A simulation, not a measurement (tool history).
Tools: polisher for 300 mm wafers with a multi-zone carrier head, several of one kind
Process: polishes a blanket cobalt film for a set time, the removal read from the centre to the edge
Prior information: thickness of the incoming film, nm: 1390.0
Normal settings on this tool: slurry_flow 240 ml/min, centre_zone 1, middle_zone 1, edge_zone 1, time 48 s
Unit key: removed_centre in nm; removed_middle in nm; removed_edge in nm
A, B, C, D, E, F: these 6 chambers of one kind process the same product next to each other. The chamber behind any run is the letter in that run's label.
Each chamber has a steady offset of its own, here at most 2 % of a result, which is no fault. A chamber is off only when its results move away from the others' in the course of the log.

run,hour,slurry_flow,centre_zone,middle_zone,edge_zone,time,removed_centre,removed_middle,removed_edge
1E,8.1,240,1,1,1,48,154.09,157.49,159.66
2C,20.1,240,1,1,1,48,157.32,156.55,156.77
# hour 26.1: chamber D: worn pad replaced by a new one
3F,31,240,1,1,1,48,160.99,158.44,154.83
# hour 33.7: chamber E: worn pad replaced by a new one
# hour 36.5: chamber C: slurry nozzle cleaned
4B,37.9,240,1,1,1,48,154.36,157.56,155.07
# hour 44.1: chamber C: worn pad replaced by a new one
5A,48.2,240,1,1,1,48,156.3,154.29,159.53
# hour 52.5: chamber B: worn pad replaced by a new one
6D,57.2,240,0.91,1,1,48,139.72,155.19,156.58
7A,62.9,240,0.91,1,1,48,138.65,153.27,158.31
# hour 63.8: chamber F: worn pad replaced by a new one
# hour 68.5: chamber A: worn pad replaced by a new one
8B,68.5,240,0.91,1,1,48,142.15,156.39,158.22
9C,78.9,240,0.91,1,1,48,144.24,157.23,156.05
# hour 79.6: chamber B: centre zone pressure recalibrated
10D,84.7,240,0.91,1,1,48,136.7,156.04,159.22
# hour 92.7: chamber D: slurry nozzle cleaned
11E,95,240,0.91,1,1,48,140.27,157.92,156.16
12F,101.4,240,1,1,1,48,156.66,156,152.97
# hour 102: chamber D: worn pad replaced by a new one
# hour 107.5: chamber C: worn pad replaced by a new one
13A,110.7,240,1,1,1,48,153.4,153.81,159.66
# hour 111.2: chamber E: worn pad replaced by a new one
# hour 112.1: chamber E: slurry nozzle cleaned
# hour 112.5: chamber B: edge zone pressure recalibrated
14B,116.4,240,1,1,1,48,156.93,157.99,154.75
# hour 118.4: chamber B: worn pad replaced by a new one
15C,125.8,240,1,1,1,48,157.9,157.51,157.11
# hour 128.4: chamber F: worn pad replaced by a new one
16E,132.4,240,1,1,1,48,151.94,157.77,154.44
# hour 140.1: chamber A: worn pad replaced by a new one
17F,142.7,240,1,1,1,48,158.52,159.12,152.58
18D,151.8,240,1,1,1,48,158.88,156.28,155.3
19A,163.9,240,1,1,1,48,155.12,152.81,158.21
# hour 171.8: chamber F: edge zone pressure recalibrated
20C,173.7,240,1,1,1,48,158.08,156.76,153.97
# hour 185.5: chamber C: worn pad replaced by a new one
21E,185.8,240,1,1,1,48,149.04,157.81,152.93
# hour 189: chamber D: worn pad replaced by a new one
22D,195.4,240,1,1,1,48,151.73,157.92,162.06
# hour 196.5: chamber B: worn pad replaced by a new one
# hour 198.7: chamber E: worn pad replaced by a new one
# hour 202.5: chamber F: worn pad replaced by a new one
23F,202.5,240,1,1,1,48,157.08,158.56,158.96
# hour 205.4: chamber A: worn pad replaced by a new one
24B,212.7,240,1,1,1,48,155.95,156.23,155.34
25D,223.4,240,1,1,1,48,157,156.87,156.62
26F,231.6,240,1,1,1,48,157.47,159.52,159.66
27A,241.8,240,1,1,1,48,154.89,154.3,156.45
# hour 246.2: chamber A: edge zone pressure recalibrated
28C,247.3,240,1,1,1,48,157.43,156.57,157.95
# hour 247.9: chamber C: worn pad replaced by a new one
29E,253.7,240,1,1,1,48,146.96,157.17,155.44
# hour 262.2: chamber B: worn pad replaced by a new one
30B,263.6,240,1,1,1,48,150.9,158.44,153.37
# hour 264.8: chamber D: worn pad replaced by a new one
31C,270.7,240,1,1,1,48,159.62,156.29,158.76
# hour 276.8: chamber E: worn pad replaced by a new one
32E,277.8,240,1,1,1,48,148.4,155.94,153.42
# hour 283: chamber F: worn pad replaced by a new one
# hour 283.1: chamber A: worn pad replaced by a new one
33A,284.2,240,1,1,1,48,151.53,154.68,160.87
34B,292.8,240,1,1,1,48,154.33,156.7,153.13
35F,300.7,240,1,1,1,48,159.45,157.34,153.21
36D,306.3,240,1,1,1,48,156.78,157.99,154.27
37F,316.1,240,1,1,1,48,156.09,157.87,158.98
# hour 319: chamber C: worn pad replaced by a new one
38B,327.3,240,1,1,1,48,156.51,153.41,155.61
39A,335.3,240,1,1,1,48,156.54,153.38,155.06
40C,342.4,240,1,1,1,48,157.38,155.47,154.98
41E,350.9,240,1,1,1,58,171.18,188,187.27

One chamber off, gauge drift, or nothing amiss beyond the chambers' own small offsets? If it is a chamber, which one, and what is the likeliest cause?

Little by little, chamber E moves away from the other chambers.
Likeliest cause: centre zone's pressure below its setpoint, % = 8.46.

Here are 4 candidates for chamber E's next run, each the usual settings with a change, their results left as question marks. Which one brings its results back in line with what the others give on the usual settings?
To be in line, a result may differ from the other chambers' mean on the usual settings by at most: removed_centre 6.6 nm; removed_middle 5 nm; removed_edge 7.9 nm
42E-1,359.8,245,1.08,0.98,0.97,48,?,?,?
42E-2,359.8,240,1.02,0.99,0.99,48,?,?,?
42E-3,359.8,240,0.98,1.01,1.01,48,?,?,?
42E-4,359.8,235,0.92,1.02,1.03,48,?,?,?

The other chambers' mean on the usual settings: removed_centre 155.79 nm; removed_middle 156.05 nm; removed_edge 155.97 nm
run,removed_centre,removed_middle,removed_edge
42E-1,153.37,154.62,154.75
42E-2,143.62,155.71,156.11
42E-3,137.42,158.6,157.73
42E-4,127.73,159.67,159.07
The answer is 42E-1, which returns the chamber to within the allowed miss of the others.
